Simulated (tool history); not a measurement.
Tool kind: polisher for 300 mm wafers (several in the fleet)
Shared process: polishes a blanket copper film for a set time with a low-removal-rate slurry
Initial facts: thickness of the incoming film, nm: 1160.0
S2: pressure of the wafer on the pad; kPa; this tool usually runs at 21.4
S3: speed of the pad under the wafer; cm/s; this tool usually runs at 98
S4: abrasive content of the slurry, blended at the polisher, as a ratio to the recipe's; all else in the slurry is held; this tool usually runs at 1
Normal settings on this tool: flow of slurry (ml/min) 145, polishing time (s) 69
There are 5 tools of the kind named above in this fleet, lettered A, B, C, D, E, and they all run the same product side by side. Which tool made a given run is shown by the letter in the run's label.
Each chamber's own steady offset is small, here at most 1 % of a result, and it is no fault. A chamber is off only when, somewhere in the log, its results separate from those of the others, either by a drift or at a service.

At hour 2.9: chamber B: worn pad replaced by a new one.
Run 1A, hour 5.5: usual settings. Result: film removed (Å) 1995.6.
Run 2C, hour 13.5: usual settings. Result: film removed (Å) 2028.8.
At hour 20.1: chamber C: slurry blender recalibrated.
Run 3D, hour 23.7: usual settings. Result: film removed (Å) 2007.6.
Run 4B, hour 33.9: usual settings. Result: film removed (Å) 1983.4.
At hour 39.3: chamber B: slurry nozzle cleaned.
Run 5E, hour 44.1: usual settings. Result: film removed (Å) 2011.6.
Run 6B, hour 50.2: usual settings. Result: film removed (Å) 2007.5.
At hour 57.7: chamber C: worn pad replaced by a new one.
Run 7A, hour 60.1: usual settings. Result: film removed (Å) 1997.0.
Run 8C, hour 66.1: usual settings but flow of slurry (ml/min) 115, S2 14.5 kPa. Result: film removed (Å) 1290.1.
Run 9D, hour 76.4: usual settings but flow of slurry (ml/min) 115, S2 14.5 kPa. Result: film removed (Å) 1285.2.
At hour 79.2: chamber A: worn pad replaced by a new one.
At hour 79.5: chamber D: worn pad replaced by a new one.
Run 10E, hour 82.8: usual settings but flow of slurry (ml/min) 115, S2 14.5 kPa. Result: film removed (Å) 1314.1.
Run 11C, hour 89.9: usual settings but flow of slurry (ml/min) 115, S2 14.5 kPa. Result: film removed (Å) 1289.8.
At hour 91.3: chamber A: slurry nozzle cleaned.
Run 12E, hour 98.5: usual settings but flow of slurry (ml/min) 115, S2 14.5 kPa. Result: film removed (Å) 1297.6.
At hour 99.3: chamber E: worn pad replaced by a new one.
Run 13A, hour 105.1: usual settings. Result: film removed (Å) 2011.7.
Run 14D, hour 113.4: usual settings. Result: film removed (Å) 2005.2.
At hour 115.7: chamber B: worn pad replaced by a new one.
Run 15B, hour 122.0: usual settings. Result: film removed (Å) 2007.8.
At hour 127.7: chamber A: slurry blender recalibrated.
Run 16D, hour 132.2: usual settings. Result: film removed (Å) 2014.1.
Run 17E, hour 140.4: usual settings. Result: film removed (Å) 2004.9.
Run 18C, hour 147.7: usual settings. Result: film removed (Å) 2016.2.
At hour 158.1: chamber D: head pressure recalibrated.
Run 19B, hour 158.3: usual settings. Result: film removed (Å) 1994.6.
Run 20A, hour 168.8: usual settings. Result: film removed (Å) 2019.6.
At hour 174.3: chamber B: slurry blender recalibrated.
Run 21C, hour 177.4: usual settings but S2 18.6 kPa. Result: film removed (Å) 1756.9.
At hour 179.6: chamber A: worn pad replaced by a new one.
At hour 184.3: chamber D: worn pad replaced by a new one.
Run 22B, hour 184.4: usual settings but S2 18.6 kPa. Result: film removed (Å) 1733.8.
Run 23D, hour 190.2: usual settings but S2 18.6 kPa. Result: film removed (Å) 1857.7.
At hour 192.1: chamber E: slurry blender recalibrated.
Run 24E, hour 201.9: usual settings but S2 18.6 kPa. Result: film removed (Å) 1758.1.
Run 25A, hour 211.4: usual settings but S2 18.6 kPa. Result: film removed (Å) 1744.8.
At hour 220.2: chamber C: worn pad replaced by a new one.
Run 26E, hour 222.8: usual settings. Result: film removed (Å) 2011.4.
At hour 222.9: chamber B: head pressure recalibrated.
Run 27C, hour 228.1: usual settings. Result: film removed (Å) 2029.1.
At hour 229.1: chamber E: worn pad replaced by a new one.
Run 28B, hour 234.1: usual settings. Result: film removed (Å) 2025.9.
Run 29A, hour 242.4: usual settings. Result: film removed (Å) 2006.6.
Run 30D, hour 248.4: usual settings but S3 68 cm/s. Result: film removed (Å) 1485.6.
At hour 255.3: chamber B: worn pad replaced by a new one.
Run 31B, hour 256.4: usual settings but S3 68 cm/s. Result: film removed (Å) 1397.0.
At hour 262.9: chamber A: worn pad replaced by a new one.
Run 32C, hour 266.6: usual settings but S3 68 cm/s. Result: film removed (Å) 1394.6.
At hour 269.4: chamber E: head pressure recalibrated.
Run 33A, hour 272.6: usual settings but S3 68 cm/s. Result: film removed (Å) 1383.3.
At hour 279.3: chamber D: worn pad replaced by a new one.
Run 34D, hour 280.1: usual settings but S3 68 cm/s. Result: film removed (Å) 1490.0.
Run 35E, hour 287.7: usual settings but S3 126 cm/s, polishing time (s) 89. Result: film removed (Å) 3344.3.
Run 36D, hour 295.4: usual settings but S3 126 cm/s, polishing time (s) 89. Result: film removed (Å) 3593.2.
Run 37E, hour 303.5: usual settings but S3 126 cm/s, polishing time (s) 89. Result: film removed (Å) 3301.6.
Run 38A, hour 313.0: usual settings but S3 126 cm/s, polishing time (s) 89. Result: film removed (Å) 3312.9.
Run 39C, hour 318.4: usual settings but S3 126 cm/s, polishing time (s) 89. Result: film removed (Å) 3378.1.
Run 40B, hour 327.3: usual settings. Result: film removed (Å) 2016.1.

Which is it: a chamber that has drifted or been left off by a service, a gauge drift common to all chambers, or only each chamber's usual small offset? If a chamber is off, name it and its likeliest cause.

The work done on chamber D during a service left it standing apart from the others.
Cause: head's pressure above its setpoint, % = 6.38.

Which of the 4 candidates below, each the usual settings with something changed and its results left as question marks, puts chamber D back in line with what the other chambers give on the usual settings?
In line means no further than this from the other chambers' mean on the usual settings: film removed (Å) 46.0
Run 41D-1, hour 335.8: usual settings but S3 96 cm/s. Result: film removed (Å) ?.
Run 41D-2, hour 335.8: usual settings but flow of slurry (ml/min) 125, S4 0.9. Result: film removed (Å) ?.
Run 41D-3, hour 335.8: usual settings but polishing time (s) 70. Result: film removed (Å) ?.
Run 41D-4, hour 335.8: usual settings but S2 22.1 kPa, S3 100 cm/s, polishing time (s) 70. Result: film removed (Å) ?.

The mean the other chambers reach with the usual settings: film removed (Å) 2010.0
  run  film removed (Å)
41D-1            2089.7
41D-2            2025.1
41D-3            2163.5
41D-4            2278.1
41D-2 brings the chamber back in line.

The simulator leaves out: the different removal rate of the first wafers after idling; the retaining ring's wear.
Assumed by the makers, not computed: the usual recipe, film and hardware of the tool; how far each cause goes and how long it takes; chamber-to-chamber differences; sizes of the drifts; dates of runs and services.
